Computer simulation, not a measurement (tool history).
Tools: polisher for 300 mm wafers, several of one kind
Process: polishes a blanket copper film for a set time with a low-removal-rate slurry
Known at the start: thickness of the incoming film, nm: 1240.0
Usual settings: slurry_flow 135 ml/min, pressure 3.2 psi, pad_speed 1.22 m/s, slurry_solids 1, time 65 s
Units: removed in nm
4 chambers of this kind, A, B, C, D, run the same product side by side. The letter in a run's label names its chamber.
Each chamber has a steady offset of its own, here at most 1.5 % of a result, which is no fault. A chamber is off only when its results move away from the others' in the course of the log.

| run | hour | slurry_flow | pressure | pad_speed | slurry_solids | time | removed |
|---|---|---|---|---|---|---|---|
|  | 5.1 | chamber D: worn pad replaced by a new one |
|  | 8.1 | chamber A: slurry nozzle cleaned |
| 1B | 9.4 | 135 | 3.2 | 1.22 | 1 | 65 | 229.2 |
| 2C | 14.7 | 135 | 3.2 | 1.22 | 1 | 65 | 233.85 |
| 3D | 26.2 | 135 | 3.2 | 1.22 | 1 | 65 | 231.57 |
| 4A | 33.1 | 135 | 3.2 | 1.22 | 1 | 65 | 233.81 |
| 5B | 40.6 | 135 | 3.2 | 1.22 | 1 | 65 | 230.87 |
|  | 43.1 | chamber B: worn pad replaced by a new one |
|  | 50.8 | chamber C: slurry nozzle cleaned |
| 6C | 50.8 | 135 | 3.2 | 1.22 | 1 | 65 | 229.71 |
| 7A | 59 | 135 | 3.2 | 1.22 | 1 | 65 | 233.06 |
|  | 61.5 | chamber A: worn pad replaced by a new one |
| 8D | 65 | 135 | 3.2 | 1.22 | 1 | 65 | 228.86 |
| 9D | 71.2 | 135 | 3.9 | 1.22 | 1 | 82 | 352.15 |
|  | 81.4 | chamber C: worn pad replaced by a new one |
| 10B | 81.4 | 135 | 3.9 | 1.22 | 1 | 82 | 358.04 |
|  | 88.5 | chamber D: worn pad replaced by a new one |
| 11A | 93 | 135 | 3.9 | 1.22 | 1 | 82 | 359.3 |
| 12C | 99 | 135 | 3.9 | 1.22 | 1 | 82 | 356.29 |
|  | 102.2 | chamber B: slurry blender recalibrated |
| 13C | 107.2 | 135 | 3.2 | 1.22 | 1 | 65 | 230.7 |
|  | 112.7 | chamber A: slurry blender recalibrated |
| 14B | 113.2 | 135 | 3.2 | 1 | 0.75 | 65 | 179.11 |
|  | 115.8 | chamber D: slurry blender recalibrated |
| 15D | 122.2 | 135 | 3.2 | 1 | 0.75 | 65 | 177.64 |
|  | 122.5 | chamber B: worn pad replaced by a new one |
| 16A | 127.7 | 135 | 3.2 | 1 | 0.75 | 65 | 181.99 |
| 17D | 137.1 | 135 | 3.2 | 1 | 0.75 | 65 | 177.09 |
| 18A | 146.8 | 135 | 3.2 | 1.22 | 1 | 65 | 233.13 |
| 19B | 154 | 135 | 3.2 | 1.22 | 1 | 65 | 230.33 |
| 20C | 161.6 | 135 | 3.2 | 0.82 | 1 | 65 | 158.66 |
| 21C | 167.4 | 135 | 3.2 | 0.82 | 1 | 65 | 158.96 |
|  | 167.6 | chamber A: worn pad replaced by a new one |
|  | 168.9 | chamber D: worn pad replaced by a new one |
| 22B | 177.1 | 135 | 3.2 | 0.82 | 1 | 65 | 153.8 |
|  | 183 | chamber C: worn pad replaced by a new one |
| 23A | 185.2 | 135 | 3.2 | 0.82 | 1 | 65 | 157.35 |
|  | 188.5 | chamber B: worn pad replaced by a new one |
| 24D | 192.2 | 135 | 3.2 | 1.22 | 1 | 65 | 227.81 |
| 25C | 201.9 | 135 | 3.2 | 1.22 | 1 | 65 | 232.07 |
| 26A | 207.3 | 135 | 3.2 | 1.22 | 1 | 65 | 232.68 |
|  | 213.6 | chamber B: slurry nozzle cleaned |
| 27B | 215.8 | 135 | 2.3 | 1.22 | 1.15 | 65 | 175.78 |
| 28D | 221.4 | 135 | 2.3 | 1.22 | 1.15 | 65 | 170.84 |
| 29C | 227.2 | 135 | 2.3 | 1.22 | 1.15 | 65 | 172.51 |
| 30D | 237.5 | 135 | 2.3 | 1.22 | 1.15 | 65 | 169.64 |
| 31A | 243.1 | 135 | 3.2 | 1.22 | 1 | 65 | 236.9 |
| 32B | 253.8 | 135 | 3.2 | 1.22 | 1 | 65 | 232.29 |
|  | 261.9 | chamber A: worn pad replaced by a new one |
|  | 262.5 | chamber D: worn pad replaced by a new one |
| 33B | 262.5 | 135 | 3.2 | 1.22 | 1 | 65 | 231.83 |
|  | 265.4 | chamber B: worn pad replaced by a new one |
| 34C | 272.3 | 135 | 3.2 | 1.22 | 1 | 65 | 231.57 |
|  | 280.9 | chamber C: worn pad replaced by a new one |
|  | 282.2 | chamber D: head pressure recalibrated |
| 35A | 284.1 | 135 | 3.2 | 1.22 | 1 | 65 | 235.2 |
| 36D | 294.2 | 135 | 3.2 | 1.22 | 1 | 65 | 227.43 |
| 37A | 301.5 | 135 | 3.2 | 1.22 | 1 | 65 | 231.14 |
|  | 312 | chamber B: head pressure recalibrated |
| 38C | 312 | 135 | 3.2 | 1.22 | 1 | 65 | 232.42 |
|  | 317.6 | chamber C: slurry blender recalibrated |
| 39D | 322.2 | 135 | 3.2 | 1.22 | 1 | 65 | 227.43 |
| 40B | 329.4 | 135 | 3.2 | 1.22 | 1 | 65 | 232.75 |
|  | 330.9 | chamber B: worn pad replaced by a new one |
|  | 337.4 | chamber D: worn pad replaced by a new one |
| 41C | 338 | 135 | 3.2 | 1.22 | 1 | 65 | 231.1 |
| 42A | 345.4 | 135 | 3.2 | 1.22 | 1 | 65 | 235.46 |
| 43B | 352.9 | 135 | 3.2 | 1.22 | 1 | 65 | 231.29 |
| 44D | 364.3 | 135 | 3.2 | 1.02 | 1 | 65 | 191.29 |

What goes on in this fleet: one chamber off, a drifting gauge, or nothing beyond the chambers' own small offsets? Name the chamber and the cause, if any.

No chamber stands off beyond its own small offset, and the gauge holds steady.
